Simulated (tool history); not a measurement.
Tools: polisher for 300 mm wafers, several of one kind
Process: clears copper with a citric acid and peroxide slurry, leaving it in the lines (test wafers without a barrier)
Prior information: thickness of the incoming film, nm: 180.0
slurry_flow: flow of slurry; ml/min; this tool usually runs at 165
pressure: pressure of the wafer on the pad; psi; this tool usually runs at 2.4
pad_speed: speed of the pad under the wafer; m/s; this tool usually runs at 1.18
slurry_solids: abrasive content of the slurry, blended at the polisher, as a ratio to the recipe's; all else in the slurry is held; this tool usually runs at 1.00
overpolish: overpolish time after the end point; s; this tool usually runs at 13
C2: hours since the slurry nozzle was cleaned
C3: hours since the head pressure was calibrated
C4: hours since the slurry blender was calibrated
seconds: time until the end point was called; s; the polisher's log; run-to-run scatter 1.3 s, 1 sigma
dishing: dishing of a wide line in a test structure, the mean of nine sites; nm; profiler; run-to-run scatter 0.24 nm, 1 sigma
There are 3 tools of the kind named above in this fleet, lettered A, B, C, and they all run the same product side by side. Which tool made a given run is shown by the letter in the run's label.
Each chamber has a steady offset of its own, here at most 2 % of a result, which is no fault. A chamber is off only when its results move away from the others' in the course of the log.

{"run": "1C", "hour": 10.6, "slurry_flow": 165, "pressure": 2.4, "pad_speed": 1.18, "slurry_solids": 1.0, "overpolish": 13, "wafers polished on this pad": 496, "C2": 325.4, "C3": 24.7, "C4": 192.6, "seconds": 90.773, "dishing": 19.339}
{"run": "2B", "hour": 16.8, "slurry_flow": 165, "pressure": 2.4, "pad_speed": 1.18, "slurry_solids": 1.0, "overpolish": 13, "wafers polished on this pad": 216, "C2": 410.1, "C3": 36.3, "C4": 99.0, "seconds": 90.51, "dishing": 19.938}
{"hour": 20.2, "done": "chamber A: slurry blender recalibrated"}
{"hour": 20.9, "done": "chamber B: slurry blender recalibrated"}
{"run": "3A", "hour": 28.4, "slurry_flow": 165, "pressure": 2.4, "pad_speed": 1.18, "slurry_solids": 1.0, "overpolish": 13, "wafers polished on this pad": 359, "C2": 214.9, "C3": 513.2, "C4": 8.2, "seconds": 94.153, "dishing": 19.002}
{"run": "4A", "hour": 35.4, "slurry_flow": 165, "pressure": 2.4, "pad_speed": 1.18, "slurry_solids": 1.0, "overpolish": 13, "wafers polished on this pad": 416, "C2": 221.9, "C3": 520.2, "C4": 15.2, "seconds": 92.311, "dishing": 19.018}
{"hour": 42.4, "done": "chamber A: slurry nozzle cleaned"}
{"hour": 45.3, "done": "chamber C: slurry nozzle cleaned"}
{"run": "5B", "hour": 48.1, "slurry_flow": 165, "pressure": 2.4, "pad_speed": 1.18, "slurry_solids": 1.0, "overpolish": 13, "wafers polished on this pad": 471, "C2": 441.4, "C3": 67.6, "C4": 27.2, "seconds": 88.925, "dishing": 19.723}
{"run": "6C", "hour": 58.4, "slurry_flow": 165, "pressure": 2.4, "pad_speed": 1.18, "slurry_solids": 1.0, "overpolish": 13, "wafers polished on this pad": 886, "C2": 13.1, "C3": 72.5, "C4": 240.4, "seconds": 90.758, "dishing": 19.694}
{"hour": 59.3, "done": "chamber B: worn pad replaced by a new one"}
{"run": "7B", "hour": 64.6, "slurry_flow": 165, "pressure": 2.4, "pad_speed": 1.18, "slurry_solids": 1.0, "overpolish": 13, "wafers polished on this pad": 43, "C2": 457.9, "C3": 84.1, "C4": 43.7, "seconds": 91.409, "dishing": 19.688}
{"hour": 72.6, "done": "chamber C: slurry blender recalibrated"}
{"run": "8C", "hour": 76.8, "slurry_flow": 165, "pressure": 2.4, "pad_speed": 1.18, "slurry_solids": 1.0, "overpolish": 13, "wafers polished on this pad": 1036, "C2": 31.5, "C3": 90.9, "C4": 4.3, "seconds": 90.797, "dishing": 19.859}
{"run": "9A", "hour": 88.9, "slurry_flow": 165, "pressure": 2.4, "pad_speed": 1.18, "slurry_solids": 1.0, "overpolish": 13, "wafers polished on this pad": 852, "C2": 46.5, "C3": 573.7, "C4": 68.7, "seconds": 90.998, "dishing": 19.422}
{"run": "10C", "hour": 100.8, "slurry_flow": 165, "pressure": 2.4, "pad_speed": 1.18, "slurry_solids": 1.0, "overpolish": 13, "wafers polished on this pad": 1232, "C2": 55.5, "C3": 114.9, "C4": 28.3, "seconds": 89.345, "dishing": 19.918}
{"hour": 111.5, "done": "chamber C: worn pad replaced by a new one"}
{"hour": 111.9, "done": "chamber B: slurry nozzle cleaned"}
{"run": "11A", "hour": 112.3, "slurry_flow": 165, "pressure": 2.4, "pad_speed": 1.18, "slurry_solids": 1.0, "overpolish": 13, "wafers polished on this pad": 1043, "C2": 69.9, "C3": 597.1, "C4": 92.1, "seconds": 92.211, "dishing": 18.885}
{"hour": 117.9, "done": "chamber B: slurry blender recalibrated"}
{"run": "12B", "hour": 118.4, "slurry_flow": 165, "pressure": 2.4, "pad_speed": 1.18, "slurry_solids": 1.0, "overpolish": 13, "wafers polished on this pad": 482, "C2": 6.5, "C3": 137.9, "C4": 0.5, "seconds": 93.024, "dishing": 19.878}
{"run": "13A", "hour": 126.6, "slurry_flow": 165, "pressure": 2.4, "pad_speed": 1.18, "slurry_solids": 1.0, "overpolish": 13, "wafers polished on this pad": 1159, "C2": 84.2, "C3": 611.4, "C4": 106.4, "seconds": 94.458, "dishing": 19.15}
{"hour": 129.5, "done": "chamber B: worn pad replaced by a new one"}
{"run": "14B", "hour": 139.7, "slurry_flow": 165, "pressure": 2.4, "pad_speed": 1.18, "slurry_solids": 1.0, "overpolish": 13, "wafers polished on this pad": 83, "C2": 27.8, "C3": 159.2, "C4": 21.8, "seconds": 92.939, "dishing": 19.751}
{"hour": 141.9, "done": "chamber A: slurry blender recalibrated"}
{"run": "15C", "hour": 148.7, "slurry_flow": 165, "pressure": 2.4, "pad_speed": 1.18, "slurry_solids": 1.0, "overpolish": 13, "wafers polished on this pad": 303, "C2": 103.4, "C3": 162.8, "C4": 76.2, "seconds": 91.505, "dishing": 19.393}
{"run": "16B", "hour": 157.1, "slurry_flow": 165, "pressure": 1.7, "pad_speed": 1.18, "slurry_solids": 1.0, "overpolish": 10, "wafers polished on this pad": 225, "C2": 45.2, "C3": 176.6, "C4": 39.2, "seconds": 127.61, "dishing": 11.044}
{"run": "17A", "hour": 163.4, "slurry_flow": 165, "pressure": 1.7, "pad_speed": 1.18, "slurry_solids": 1.0, "overpolish": 10, "wafers polished on this pad": 1459, "C2": 121.0, "C3": 648.2, "C4": 21.6, "seconds": 134.2, "dishing": 10.196}
{"run": "18C", "hour": 172.6, "slurry_flow": 165, "pressure": 1.7, "pad_speed": 1.18, "slurry_solids": 1.0, "overpolish": 10, "wafers polished on this pad": 498, "C2": 127.3, "C3": 186.7, "C4": 100.1, "seconds": 126.74, "dishing": 11.099}
{"run": "19B", "hour": 181.0, "slurry_flow": 165, "pressure": 2.4, "pad_speed": 1.18, "slurry_solids": 0.75, "overpolish": 18, "wafers polished on this pad": 420, "C2": 69.1, "C3": 200.5, "C4": 63.1, "seconds": 96.386, "dishing": 24.952}
{"run": "20C", "hour": 188.5, "slurry_flow": 165, "pressure": 2.4, "pad_speed": 1.18, "slurry_solids": 0.75, "overpolish": 18, "wafers polished on this pad": 627, "C2": 143.2, "C3": 202.6, "C4": 116.0, "seconds": 98.869, "dishing": 24.599}
{"hour": 199.3, "done": "chamber B: worn pad replaced by a new one"}
{"run": "21A", "hour": 199.6, "slurry_flow": 165, "pressure": 2.4, "pad_speed": 1.18, "slurry_solids": 0.75, "overpolish": 18, "wafers polished on this pad": 1755, "C2": 157.2, "C3": 684.4, "C4": 57.8, "seconds": 106.96, "dishing": 22.696}
{"run": "22B", "hour": 205.9, "slurry_flow": 165, "pressure": 2.4, "pad_speed": 1.18, "slurry_solids": 1.0, "overpolish": 13, "wafers polished on this pad": 53, "C2": 94.0, "C3": 225.4, "C4": 88.0, "seconds": 90.841, "dishing": 20.024}
{"hour": 206.6, "done": "chamber A: head pressure recalibrated"}
{"run": "23A", "hour": 213.5, "slurry_flow": 165, "pressure": 2.4, "pad_speed": 1.18, "slurry_solids": 1.0, "overpolish": 13, "wafers polished on this pad": 1868, "C2": 171.1, "C3": 6.9, "C4": 71.7, "seconds": 97.956, "dishing": 17.626}
{"run": "24C", "hour": 222.4, "slurry_flow": 140, "pressure": 1.8, "pad_speed": 1.18, "slurry_solids": 1.0, "overpolish": 13, "wafers polished on this pad": 904, "C2": 177.1, "C3": 236.5, "C4": 149.9, "seconds": 121.95, "dishing": 14.437}
{"hour": 223.0, "done": "chamber B: slurry blender recalibrated"}
{"run": "25C", "hour": 232.2, "slurry_flow": 140, "pressure": 1.8, "pad_speed": 1.18, "slurry_solids": 1.0, "overpolish": 13, "wafers polished on this pad": 984, "C2": 186.9, "C3": 246.3, "C4": 159.7, "seconds": 124.39, "dishing": 14.518}
{"run": "26B", "hour": 242.5, "slurry_flow": 140, "pressure": 1.8, "pad_speed": 1.18, "slurry_solids": 1.0, "overpolish": 13, "wafers polished on this pad": 352, "C2": 130.6, "C3": 262.0, "C4": 19.5, "seconds": 123.47, "dishing": 14.942}

Is one chamber off against the others, does the gauge drift, or is nothing wrong? If a chamber is off, say which, and what the likeliest cause is.

Chamber A drifts away from the others.
Likeliest cause: removal rate lost through wear of the pad, % = 11.8.
It could be hard to tell apart here from: slurry flow missing at the pad, %.

Here are 4 candidates for chamber A's next run, each the usual settings with a change, their results left as question marks. Which one brings its results back in line with what the others give on the usual settings?
To be in line, a result may differ from the other chambers' mean on the usual settings by at most: seconds 4.700 s; dishing 0.850 nm
{"run": "27A-1", "hour": 251.8, "slurry_flow": 170, "pressure": 2.7, "pad_speed": 1.32, "slurry_solids": 1.0, "overpolish": 13, "seconds": "?", "dishing": "?"}
{"run": "27A-2", "hour": 251.8, "slurry_flow": 165, "pressure": 2.6, "pad_speed": 1.26, "slurry_solids": 1.0, "overpolish": 13, "seconds": "?", "dishing": "?"}
{"run": "27A-3", "hour": 251.8, "slurry_flow": 165, "pressure": 2.2, "pad_speed": 1.1, "slurry_solids": 1.0, "overpolish": 13, "seconds": "?", "dishing": "?"}
{"run": "27A-4", "hour": 251.8, "slurry_flow": 160, "pressure": 2.2, "pad_speed": 1.04, "slurry_solids": 1.0, "overpolish": 13, "seconds": "?", "dishing": "?"}

The mean the other chambers reach with the usual settings: seconds 91.109 s; dishing 19.572 nm
run=27A-1 seconds=83.402 dishing=21.279
run=27A-2 seconds=91.019 dishing=19.584
run=27A-3 seconds=122.320 dishing=14.747
run=27A-4 seconds=129.730 dishing=13.944
With 27A-2, the chamber falls back in line with the rest.
